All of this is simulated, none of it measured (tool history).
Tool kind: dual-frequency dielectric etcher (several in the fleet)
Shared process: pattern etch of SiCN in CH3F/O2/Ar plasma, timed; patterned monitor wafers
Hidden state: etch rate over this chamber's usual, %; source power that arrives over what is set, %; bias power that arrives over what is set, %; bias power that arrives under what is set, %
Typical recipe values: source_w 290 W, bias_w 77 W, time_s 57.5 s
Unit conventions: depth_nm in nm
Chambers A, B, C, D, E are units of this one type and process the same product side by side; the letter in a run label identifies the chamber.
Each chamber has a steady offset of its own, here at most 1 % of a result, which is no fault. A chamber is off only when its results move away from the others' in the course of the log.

run,day,source_w,bias_w,time_s,hours since the last wet clean,hours since the last source power generator calibration,hours since the last bias power generator calibration,"read-back reference wafer on the same gauge, depth_nm",depth_nm
1E,0.154,290,77,57.5,117.0,599.5,1162.3,20.802,19.543
2A,0.496,290,77,57.5,309.3,2071.9,373.4,20.805,19.720
3B,0.812,290,77,57.5,206.7,432.9,207.6,20.815,19.582
4D,1.125,290,77,57.5,74.4,1396.9,271.7,20.815,19.638
5C,1.442,290,77,57.5,169.4,1354.3,2671.3,20.817,19.643
6C,1.754,290,77,57.5,176.9,1361.8,2678.8,20.818,19.648
7B,1.962,290,77,57.5,234.3,460.5,235.2,20.825,19.611
8E,2.196,290,77,57.5,166.0,648.5,1211.3,20.835,19.563
9A,2.471,290,77,57.5,356.7,2119.3,420.8,20.831,19.753
10D,2.771,290,77,57.5,113.9,1436.4,311.2,20.832,19.613
11B,3.088,290,77,57.5,261.3,487.5,262.2,20.844,19.543
12D,3.288,290,77,67.5,126.3,1448.8,323.6,20.848,23.139
13A,3.446,290,77,67.5,380.1,2142.7,444.2,20.844,23.248
14C,3.662,290,77,67.5,222.7,1407.6,2724.6,20.852,23.083
15E,3.854,290,77,67.5,205.8,688.3,1251.1,20.861,22.968
16E,4.183,290,77,67.5,213.7,696.2,1259.0,20.860,22.965
17D,4.354,290,77,57.5,151.9,1474.4,349.2,20.858,19.682
18C,4.654,290,77,57.5,246.5,1431.4,2748.4,20.863,19.663
19B,4.992,290,77,57.5,307.0,533.2,307.9,20.872,19.634
20A,5.279,290,77,57.5,424.1,2186.7,488.2,20.867,19.773
21C,5.488,290,77,57.5,266.5,1451.4,2768.4,20.873,19.715
22B,5.779,290,77,57.5,325.9,552.1,326.8,20.880,19.687
23A,5.975,290,77,57.5,440.8,2203.4,504.9,20.881,19.817
24D,6.138,290,77,57.5,194.7,1517.2,392.0,20.885,19.730
# day 6.338: chamber A: wet clean of the chamber
25E,6.425,290,77,57.5,267.5,750.0,1312.8,20.892,19.550
26D,6.596,290,77,57.5,205.7,1528.2,403.0,20.887,19.692
27A,6.812,290,77,57.5,11.5,2223.5,525.0,20.889,19.794
28B,7.075,290,77,57.5,357.0,583.2,357.9,20.901,19.640
# day 7.158: chamber D: source power generator calibrated
29C,7.367,290,85,50.0,311.6,1496.5,2813.5,20.895,17.811
30E,7.679,290,85,50.0,297.6,780.1,1342.9,20.903,17.681
31B,7.879,290,85,50.0,376.3,602.5,377.2,20.904,17.766
32A,8.196,290,85,50.0,44.7,2256.7,558.2,20.919,17.919
33C,8.417,290,85,50.0,336.8,1521.7,2838.7,20.917,17.751
34E,8.579,290,77,57.5,319.2,801.7,1364.5,20.914,19.617
35D,8.825,290,77,57.5,259.2,40.0,456.5,20.922,19.732

Next, every chamber runs the same settings. What will each give?
36A,9.075,240,77,57.5,,,,,?
36B,9.075,240,77,57.5,,,,,?
36C,9.075,240,77,57.5,,,,,?
36D,9.075,240,77,57.5,,,,,?
36E,9.075,240,77,57.5,,,,,?

run,depth_nm
36A,18.464
36B,18.384
36C,18.430
36D,18.427
36E,18.270

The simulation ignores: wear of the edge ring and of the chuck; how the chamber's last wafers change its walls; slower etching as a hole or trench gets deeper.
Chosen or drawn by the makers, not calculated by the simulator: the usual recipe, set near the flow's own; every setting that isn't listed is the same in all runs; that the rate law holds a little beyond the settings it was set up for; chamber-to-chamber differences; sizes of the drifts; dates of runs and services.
